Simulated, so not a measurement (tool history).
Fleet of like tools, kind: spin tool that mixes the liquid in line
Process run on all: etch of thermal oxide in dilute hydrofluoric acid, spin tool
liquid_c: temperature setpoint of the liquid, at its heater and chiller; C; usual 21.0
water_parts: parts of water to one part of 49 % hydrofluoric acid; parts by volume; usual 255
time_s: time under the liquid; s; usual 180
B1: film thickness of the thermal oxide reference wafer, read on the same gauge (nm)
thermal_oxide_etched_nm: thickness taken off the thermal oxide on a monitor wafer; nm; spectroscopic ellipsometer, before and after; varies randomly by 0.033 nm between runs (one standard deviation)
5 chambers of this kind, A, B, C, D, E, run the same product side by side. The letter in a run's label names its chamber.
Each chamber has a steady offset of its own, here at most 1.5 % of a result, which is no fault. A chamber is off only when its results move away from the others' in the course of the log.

Run 1D, hour 7.2: usual settings; B1 69.991. Result: thermal_oxide_etched_nm 2.5528 nm.
Run 2A, hour 18.3: usual settings; B1 70.003. Result: thermal_oxide_etched_nm 2.5900 nm.
Run 3C, hour 27.7: usual settings; B1 70.014. Result: thermal_oxide_etched_nm 2.5272 nm.
Run 4E, hour 39.4: usual settings; B1 70.019. Result: thermal_oxide_etched_nm 2.5875 nm.
Run 5B, hour 49.2: usual settings; B1 70.004. Result: thermal_oxide_etched_nm 2.5649 nm.
Run 6C, hour 59.2: usual settings; B1 70.006. Result: thermal_oxide_etched_nm 2.5518 nm.
Run 7B, hour 73.0: usual settings but liquid_c 17.0 C, water_parts 200 parts by volume; B1 70.004. Result: thermal_oxide_etched_nm 2.9013 nm.
Run 8A, hour 86.3: usual settings but liquid_c 17.0 C, water_parts 200 parts by volume; B1 70.008. Result: thermal_oxide_etched_nm 2.9213 nm.
Run 9D, hour 101.1: usual settings but liquid_c 17.0 C, water_parts 200 parts by volume; B1 70.014. Result: thermal_oxide_etched_nm 2.8675 nm.
Run 10E, hour 113.7: usual settings but liquid_c 17.0 C, water_parts 200 parts by volume; B1 70.000. Result: thermal_oxide_etched_nm 3.0390 nm.
Run 11A, hour 122.7: usual settings but liquid_c 17.0 C, water_parts 200 parts by volume; B1 69.973. Result: thermal_oxide_etched_nm 2.9006 nm.
At hour 127.6: chamber D: thermometer replaced.
Run 12D, hour 135.9: usual settings; B1 69.982. Result: thermal_oxide_etched_nm 2.5501 nm.
Run 13B, hour 142.4: usual settings; B1 70.009. Result: thermal_oxide_etched_nm 2.6766 nm.
At hour 151.5: chamber C: hydrofluoric acid flow meter replaced.
Run 14E, hour 153.3: usual settings; B1 70.006. Result: thermal_oxide_etched_nm 2.4980 nm.
Run 15C, hour 167.8: usual settings; B1 69.977. Result: thermal_oxide_etched_nm 2.5463 nm.
Run 16B, hour 182.4: usual settings; B1 70.001. Result: thermal_oxide_etched_nm 2.6349 nm.
Run 17A, hour 189.5: usual settings; B1 70.010. Result: thermal_oxide_etched_nm 2.5353 nm.
Run 18C, hour 196.3: usual settings; B1 69.999. Result: thermal_oxide_etched_nm 2.5294 nm.
Run 19E, hour 210.5: usual settings; B1 69.990. Result: thermal_oxide_etched_nm 2.6306 nm.
Run 20D, hour 225.0: usual settings but liquid_c 25.5 C, time_s 145 s; B1 70.001. Result: thermal_oxide_etched_nm 2.3651 nm.
Run 21B, hour 231.5: usual settings but liquid_c 25.5 C, time_s 145 s; B1 69.968. Result: thermal_oxide_etched_nm 2.5743 nm.
Run 22C, hour 244.6: usual settings but liquid_c 25.5 C, time_s 145 s; B1 69.993. Result: thermal_oxide_etched_nm 2.3786 nm.
Run 23A, hour 258.4: usual settings but liquid_c 25.5 C, time_s 145 s; B1 69.996. Result: thermal_oxide_etched_nm 2.3828 nm.
Run 24D, hour 271.1: usual settings but liquid_c 25.5 C, time_s 145 s; B1 69.995. Result: thermal_oxide_etched_nm 2.3991 nm.
Run 25E, hour 285.0: usual settings; B1 69.995. Result: thermal_oxide_etched_nm 2.5536 nm.
At hour 295.9: chamber E: hydrofluoric acid flow meter replaced.
Run 26C, hour 296.9: usual settings; B1 70.004. Result: thermal_oxide_etched_nm 2.5633 nm.
Run 27E, hour 308.0: usual settings; B1 70.009. Result: thermal_oxide_etched_nm 2.5212 nm.
Run 28B, hour 316.6: usual settings; B1 69.988. Result: thermal_oxide_etched_nm 2.8018 nm.
Run 29D, hour 323.7: usual settings; B1 69.998. Result: thermal_oxide_etched_nm 2.5585 nm.
Run 30A, hour 338.3: usual settings; B1 69.983. Result: thermal_oxide_etched_nm 2.5551 nm.
Run 31B, hour 349.8: usual settings; B1 69.998. Result: thermal_oxide_etched_nm 2.7989 nm.
Run 32D, hour 363.7: usual settings; B1 70.005. Result: thermal_oxide_etched_nm 2.4930 nm.
Run 33E, hour 372.2: usual settings; B1 69.991. Result: thermal_oxide_etched_nm 2.5947 nm.
Run 34A, hour 379.7: usual settings; B1 69.984. Result: thermal_oxide_etched_nm 2.6198 nm.
Run 35C, hour 387.0: usual settings; B1 69.981. Result: thermal_oxide_etched_nm 2.5088 nm.
Run 36B, hour 400.8: usual settings; B1 69.991. Result: thermal_oxide_etched_nm 2.8740 nm.

Is one chamber off against the others, does the gauge drift, or is nothing wrong? If a chamber is off, say which, and what the likeliest cause is.

Little by little, chamber B moves away from the other chambers.
Cause: hydrofluoric acid flow above the setpoint (%) = 9.17.
With only this log, it may be confused with: liquid hotter than its thermometer reads (K).

Which of the 4 candidates below, each the usual settings with something changed and its results left as question marks, puts chamber B back in line with what the other chambers give on the usual settings?
In-line tolerance around the mean of the other chambers on the usual settings: thermal_oxide_etched_nm 0.1200 nm
Run 37B-1, hour 411.5: usual settings but water_parts 250 parts by volume. Result: thermal_oxide_etched_nm ?.
Run 37B-2, hour 411.5: usual settings but water_parts 260 parts by volume. Result: thermal_oxide_etched_nm ?.
Run 37B-3, hour 411.5: usual settings but water_parts 245 parts by volume, time_s 190 s. Result: thermal_oxide_etched_nm ?.
Run 37B-4, hour 411.5: usual settings but water_parts 275 parts by volume. Result: thermal_oxide_etched_nm ?.

Usual-settings mean across the other chambers: thermal_oxide_etched_nm 2.5582 nm
  run  thermal_oxide_etched_nm
37B-1                   2.9267
37B-2                   2.7886
37B-3                   3.1669
37B-4                   2.6010
37B-4 brings the chamber back in line.
